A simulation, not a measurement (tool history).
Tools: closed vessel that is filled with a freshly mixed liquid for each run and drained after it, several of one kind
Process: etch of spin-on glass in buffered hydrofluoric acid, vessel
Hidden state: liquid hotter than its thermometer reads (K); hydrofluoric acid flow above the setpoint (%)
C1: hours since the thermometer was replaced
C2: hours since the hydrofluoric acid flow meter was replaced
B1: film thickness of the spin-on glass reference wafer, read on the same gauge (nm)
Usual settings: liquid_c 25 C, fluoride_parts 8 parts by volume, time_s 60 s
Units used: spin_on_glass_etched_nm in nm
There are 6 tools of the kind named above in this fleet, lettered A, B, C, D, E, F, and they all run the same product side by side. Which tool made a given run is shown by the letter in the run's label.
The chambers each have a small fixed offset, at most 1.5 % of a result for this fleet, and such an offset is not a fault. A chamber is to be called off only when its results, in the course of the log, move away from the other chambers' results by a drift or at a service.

run 1C hour=11.5 | liquid_c=25 fluoride_parts=8 time_s=60 | C1=1188.9 C2=657.2 | B1=99.987 | spin_on_glass_etched_nm=240
run 2F hour=23.3 | liquid_c=25 fluoride_parts=8 time_s=60 | C1=679.1 C2=621.9 | B1=100 | spin_on_glass_etched_nm=246.9
run 3B hour=32.9 | liquid_c=25 fluoride_parts=8 time_s=60 | C1=2100.6 C2=722.7 | B1=99.99 | spin_on_glass_etched_nm=237.96
run 4D hour=44.3 | liquid_c=25 fluoride_parts=8 time_s=60 | C1=774.8 C2=580.3 | B1=99.979 | spin_on_glass_etched_nm=241.17
run 5A hour=53.8 | liquid_c=25 fluoride_parts=8 time_s=60 | C1=547.1 C2=216.7 | B1=100 | spin_on_glass_etched_nm=238.45
run 6E hour=62.5 | liquid_c=25 fluoride_parts=8 time_s=60 | C1=3110.5 C2=367.2 | B1=100 | spin_on_glass_etched_nm=242.48
run 7B hour=73.2 | liquid_c=25 fluoride_parts=8 time_s=60 | C1=2140.9 C2=763 | B1=100.01 | spin_on_glass_etched_nm=239.43
run 8E hour=86.2 | liquid_c=25 fluoride_parts=8 time_s=60 | C1=3134.2 C2=390.9 | B1=100.01 | spin_on_glass_etched_nm=241.12
run 9A hour=92.5 | liquid_c=25 fluoride_parts=8 time_s=60 | C1=585.8 C2=255.4 | B1=100.04 | spin_on_glass_etched_nm=242.43
run 10C hour=106.8 | liquid_c=25 fluoride_parts=9.5 time_s=60 | C1=1284.2 C2=752.5 | B1=99.98 | spin_on_glass_etched_nm=200.42
run 11D hour=119.7 | liquid_c=25 fluoride_parts=9.5 time_s=60 | C1=850.2 C2=655.7 | B1=100.02 | spin_on_glass_etched_nm=207.7
run 12F hour=126.6 | liquid_c=25 fluoride_parts=9.5 time_s=60 | C1=782.4 C2=725.2 | B1=99.94 | spin_on_glass_etched_nm=207.3
-- hour=134.4 chamber E: thermometer replaced
run 13E hour=138.1 | liquid_c=25 fluoride_parts=9.5 time_s=60 | C1=3.7 C2=442.8 | B1=100.04 | spin_on_glass_etched_nm=203.01
run 14B hour=148.5 | liquid_c=25 fluoride_parts=9.5 time_s=60 | C1=2216.2 C2=838.3 | B1=100 | spin_on_glass_etched_nm=208.68
run 15D hour=158.2 | liquid_c=25 fluoride_parts=9.5 time_s=60 | C1=888.7 C2=694.2 | B1=100.03 | spin_on_glass_etched_nm=205.2
-- hour=164.5 chamber F: hydrofluoric acid flow meter replaced
run 16F hour=164.8 | liquid_c=25 fluoride_parts=8 time_s=60 | C1=820.6 C2=0.3 | B1=99.987 | spin_on_glass_etched_nm=242.65
run 17C hour=177.4 | liquid_c=25 fluoride_parts=8 time_s=60 | C1=1354.8 C2=823.1 | B1=100.03 | spin_on_glass_etched_nm=237.86
run 18A hour=189.2 | liquid_c=25 fluoride_parts=8 time_s=60 | C1=682.5 C2=352.1 | B1=100.01 | spin_on_glass_etched_nm=238.65
run 19D hour=197.8 | liquid_c=25 fluoride_parts=8 time_s=60 | C1=928.3 C2=733.8 | B1=99.98 | spin_on_glass_etched_nm=243.8
-- hour=206.5 chamber B: thermometer replaced
run 20A hour=210.8 | liquid_c=25 fluoride_parts=8 time_s=60 | C1=704.1 C2=373.7 | B1=100.02 | spin_on_glass_etched_nm=240.25
run 21C hour=220.6 | liquid_c=25 fluoride_parts=8 time_s=60 | C1=1398 C2=866.3 | B1=100 | spin_on_glass_etched_nm=238.13
run 22E hour=227.6 | liquid_c=25 fluoride_parts=8 time_s=60 | C1=93.2 C2=532.3 | B1=99.986 | spin_on_glass_etched_nm=239.63
run 23B hour=241 | liquid_c=25 fluoride_parts=8 time_s=60 | C1=34.6 C2=930.8 | B1=100 | spin_on_glass_etched_nm=252.04
run 24F hour=255 | liquid_c=25 fluoride_parts=8 time_s=60 | C1=910.8 C2=90.5 | B1=99.979 | spin_on_glass_etched_nm=246.15
-- hour=258.6 chamber F: thermometer replaced
run 25C hour=262.6 | liquid_c=25 fluoride_parts=9.5 time_s=60 | C1=1440 C2=908.3 | B1=100.02 | spin_on_glass_etched_nm=204.67
run 26E hour=274.9 | liquid_c=25 fluoride_parts=9.5 time_s=60 | C1=140.5 C2=579.6 | B1=99.967 | spin_on_glass_etched_nm=203.91
run 27D hour=284.3 | liquid_c=25 fluoride_parts=9.5 time_s=60 | C1=1014.8 C2=820.3 | B1=100.04 | spin_on_glass_etched_nm=208.48
run 28F hour=296.9 | liquid_c=25 fluoride_parts=9.5 time_s=60 | C1=38.3 C2=132.4 | B1=100.01 | spin_on_glass_etched_nm=209.19
run 29A hour=304.5 | liquid_c=25 fluoride_parts=9.5 time_s=60 | C1=797.8 C2=467.4 | B1=99.985 | spin_on_glass_etched_nm=203.38
-- hour=311.3 chamber A: hydrofluoric acid flow meter replaced
run 30B hour=316.6 | liquid_c=25 fluoride_parts=9.5 time_s=60 | C1=110.2 C2=1006.4 | B1=100.01 | spin_on_glass_etched_nm=211.31
run 31D hour=327.8 | liquid_c=25 fluoride_parts=8 time_s=60 | C1=1058.3 C2=863.8 | B1=99.982 | spin_on_glass_etched_nm=242.89
run 32B hour=335.7 | liquid_c=25 fluoride_parts=8 time_s=60 | C1=129.3 C2=1025.5 | B1=99.988 | spin_on_glass_etched_nm=255.76
run 33C hour=344.5 | liquid_c=25 fluoride_parts=8 time_s=60 | C1=1521.9 C2=990.2 | B1=100.03 | spin_on_glass_etched_nm=239.98
run 34E hour=351.9 | liquid_c=25 fluoride_parts=8 time_s=60 | C1=217.5 C2=656.6 | B1=99.973 | spin_on_glass_etched_nm=239.43
run 35A hour=365.5 | liquid_c=25 fluoride_parts=8 time_s=60 | C1=858.8 C2=54.3 | B1=100.03 | spin_on_glass_etched_nm=242.44
run 36F hour=373.2 | liquid_c=25 fluoride_parts=8 time_s=60 | C1=114.6 C2=208.7 | B1=100 | spin_on_glass_etched_nm=245.91
run 37E hour=381.2 | liquid_c=25 fluoride_parts=8 time_s=60 | C1=246.8 C2=685.9 | B1=100.03 | spin_on_glass_etched_nm=240.9
-- hour=387.9 chamber D: hydrofluoric acid flow meter replaced
run 38C hour=394.2 | liquid_c=25 fluoride_parts=8 time_s=60 | C1=1571.6 C2=1039.9 | B1=99.98 | spin_on_glass_etched_nm=240.4
run 39D hour=406.5 | liquid_c=25 fluoride_parts=8 time_s=60 | C1=1137 C2=18.7 | B1=99.964 | spin_on_glass_etched_nm=245.71

Is one chamber out of step, is the gauge drifting, or do the chambers differ by no more than their own small offsets? For an off chamber, give its letter and the likeliest cause.

Little by little, chamber B moves away from the other chambers.
Most likely cause: hydrofluoric acid flow above the setpoint (%) = 9.66.

Which of the 4 candidates below, each the usual settings with something changed and its results left as question marks, puts chamber B back in line with what the other chambers give on the usual settings?
In-line tolerance around the mean of the other chambers on the usual settings: spin_on_glass_etched_nm 6.5 nm
run 40B-1 hour=416.8 | liquid_c=25 fluoride_parts=8 time_s=65 | spin_on_glass_etched_nm=?
run 40B-2 hour=416.8 | liquid_c=28 fluoride_parts=8 time_s=60 | spin_on_glass_etched_nm=?
run 40B-3 hour=416.8 | liquid_c=25 fluoride_parts=8.5 time_s=55 | spin_on_glass_etched_nm=?
run 40B-4 hour=416.8 | liquid_c=25 fluoride_parts=8 time_s=55 | spin_on_glass_etched_nm=?

Usual-settings mean across the other chambers: spin_on_glass_etched_nm 242.15 nm
run=40B-1 spin_on_glass_etched_nm=285.57
run=40B-2 spin_on_glass_etched_nm=310.37
run=40B-3 spin_on_glass_etched_nm=226.19
run=40B-4 spin_on_glass_etched_nm=241.63
With 40B-4, the chamber falls back in line with the rest.
